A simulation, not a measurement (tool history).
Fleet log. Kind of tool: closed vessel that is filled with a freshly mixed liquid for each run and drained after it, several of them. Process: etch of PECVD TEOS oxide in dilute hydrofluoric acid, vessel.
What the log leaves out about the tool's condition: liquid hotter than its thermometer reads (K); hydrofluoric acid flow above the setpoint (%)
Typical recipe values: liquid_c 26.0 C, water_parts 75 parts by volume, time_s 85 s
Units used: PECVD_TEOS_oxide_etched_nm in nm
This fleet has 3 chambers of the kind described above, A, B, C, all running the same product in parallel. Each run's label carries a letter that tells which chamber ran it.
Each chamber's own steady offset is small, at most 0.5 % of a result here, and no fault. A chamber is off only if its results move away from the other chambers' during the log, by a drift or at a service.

run	day	liquid_c	water_parts	time_s	hours since the thermometer was replaced	hours since the hydrofluoric acid flow meter was replaced	read-back film thickness of the PECVD TEOS oxide reference wafer, read on the same gauge (nm)	PECVD_TEOS_oxide_etched_nm
1C	0.412	26.0	75	85	818.3	1167.5	119.96	30.302
2A	0.604	26.0	75	85	1802.7	357.5	119.97	30.408
3B	0.846	26.0	75	85	2148.1	567.9	120.03	30.409
4B	1.075	26.0	75	85	2153.6	573.4	120.03	30.225
5A	1.325	26.0	75	85	1820.0	374.8	120.04	30.381
6C	1.721	26.0	75	85	849.7	1198.9	120.00	30.395
7B	2.000	26.0	75	85	2175.8	595.6	119.99	30.239
8C	2.371	21.5	75	85	865.3	1214.5	120.00	25.205
9A	2.708	21.5	75	85	1853.2	408.0	120.00	25.343
10C	3.062	21.5	75	85	881.9	1231.1	120.03	25.201
11B	3.279	26.0	75	85	2206.5	626.3	119.97	30.135
12A	3.500	26.0	50	130	1872.2	427.0	120.00	72.450
13B	3.762	26.0	50	130	2218.1	637.9	120.00	71.113
14A	3.996	26.0	50	130	1884.1	438.9	119.99	72.412
15C	4.271	26.0	45	85	910.9	1260.1	119.96	53.195
16C	4.533	26.0	45	85	917.2	1266.4	120.04	52.973
17B	4.954	26.0	45	85	2246.7	666.5	119.96	51.791
18A	5.246	26.0	75	85	1914.1	468.9	119.97	30.428
19C	5.442	26.0	75	85	939.0	1288.2	120.06	30.395
20A	5.854	26.0	75	85	1928.7	483.5	119.98	30.344
21B	6.296	26.0	75	85	2278.9	698.7	119.98	30.097
22A	6.496	26.0	75	85	1944.1	498.9	119.98	30.349
23B	6.854	26.0	75	85	2292.3	712.1	120.00	30.237
24C	7.092	26.0	75	85	978.6	1327.8	120.00	30.377

Is one chamber off against the others, does the gauge drift, or is nothing wrong? If a chamber is off, say which, and what the likeliest cause is.

Neither any chamber nor the gauge drifts; the chambers differ only by their own small, steady offsets.
